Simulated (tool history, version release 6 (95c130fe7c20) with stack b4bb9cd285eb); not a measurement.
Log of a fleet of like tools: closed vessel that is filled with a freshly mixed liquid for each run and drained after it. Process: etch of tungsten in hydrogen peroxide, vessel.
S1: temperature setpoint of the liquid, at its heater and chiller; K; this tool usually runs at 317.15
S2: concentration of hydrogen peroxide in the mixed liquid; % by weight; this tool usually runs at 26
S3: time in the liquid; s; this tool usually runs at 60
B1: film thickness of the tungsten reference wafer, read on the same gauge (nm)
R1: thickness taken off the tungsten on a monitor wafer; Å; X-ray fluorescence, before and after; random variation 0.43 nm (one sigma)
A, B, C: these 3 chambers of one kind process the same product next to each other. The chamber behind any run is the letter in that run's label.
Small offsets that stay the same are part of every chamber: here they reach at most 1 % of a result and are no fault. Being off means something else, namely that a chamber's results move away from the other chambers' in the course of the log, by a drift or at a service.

run,hour,S1,S2,S3,B1,R1
1B,5.9,317.15,26,60,30.058,613.57
2A,10.6,317.15,26,60,29.980,613.16
3C,20.2,317.15,26,60,30.025,608.17
# hour 24.1: chamber B: new drum of peroxide connected
4B,25.2,317.15,26,60,29.996,609.14
5A,35.1,317.15,26,60,29.965,608.01
6C,40.3,317.15,26,60,29.988,603.82
7B,49.0,317.15,26,60,30.000,609.53
# hour 52.7: chamber C: peroxide flow meter replaced
8C,58.3,317.15,26,60,29.984,609.41
9A,62.7,317.15,26,60,30.042,610.14
10C,72.9,317.15,26,60,29.967,601.71
11A,79.4,317.15,26,60,29.971,605.18
12B,85.6,317.15,26,60,29.975,619.92
13A,91.5,317.15,26,60,30.005,605.28
14C,99.0,325.65,26,60,29.992,1023.10
15B,104.7,325.65,26,60,29.973,1036.40
16C,109.2,325.65,26,60,30.051,1033.60
17A,116.1,317.15,26,60,29.947,603.99
18B,122.3,317.15,26,60,29.972,614.01
19A,129.2,317.15,26,60,29.988,597.39
20C,139.2,317.15,26,60,29.974,602.00
21B,145.1,317.15,26,60,30.032,613.77
22C,153.6,317.15,26,60,29.997,612.09
23A,163.1,317.15,26,60,29.966,596.62
24B,167.8,317.15,26,60,30.052,609.43
25C,174.0,317.15,26,60,29.958,603.99
# hour 179.5: chamber A: thermometer replaced
26B,183.3,317.15,26,60,30.012,611.99
27A,188.8,317.15,26,60,29.927,583.09
28B,193.4,317.15,26,60,30.018,615.81
29C,203.3,317.15,26,60,29.942,603.64
30A,208.0,308.65,26,45,30.005,254.79
31A,216.6,308.65,26,45,30.043,256.92
32C,222.9,308.65,26,45,30.023,260.48
33B,228.7,317.15,26,60,30.071,620.64
34C,236.6,317.15,26,60,29.974,597.21
35A,243.1,317.15,26,60,30.069,590.04
36B,249.6,317.15,26,60,30.014,615.83
37B,255.0,317.15,26,60,30.021,612.03
38A,264.6,317.15,26,60,29.999,587.51
39C,271.6,317.15,26,60,29.997,603.86
40C,280.0,317.15,26,60,29.991,606.97
41A,285.0,321.65,30,60,30.023,844.37
42B,292.5,321.65,30,60,29.966,874.61

Has any chamber moved away from the others, gradually or after a service, or does the common gauge drift, or do the chambers differ only by their own small steady offsets? State the chamber and the most likely cause if one applies.

It is chamber A that slowly wanders off from its peers.
Cause: peroxide weaker than its label (%) = 7.67.
With only this log, it may be confused with: peroxide flow below the setpoint (%).

Here are 4 candidates for chamber A's next run, each the usual settings with a change, their results left as question marks. Which one brings its results back in line with what the others give on the usual settings?
To be in line, a result may differ from the other chambers' mean on the usual settings by at most: R1 15.00 Å
43A-1,299.9,315.65,26.0,60,,?
43A-2,299.9,317.15,28.5,60,,?
43A-3,299.9,317.15,26.5,65,,?
43A-4,299.9,317.15,23.5,60,,?

Other chambers, usual settings, mean: R1 610.78 Å
run,R1
43A-1,529.94
43A-2,610.89
43A-3,638.48
43A-4,555.53
43A-2 brings the chamber back in line.

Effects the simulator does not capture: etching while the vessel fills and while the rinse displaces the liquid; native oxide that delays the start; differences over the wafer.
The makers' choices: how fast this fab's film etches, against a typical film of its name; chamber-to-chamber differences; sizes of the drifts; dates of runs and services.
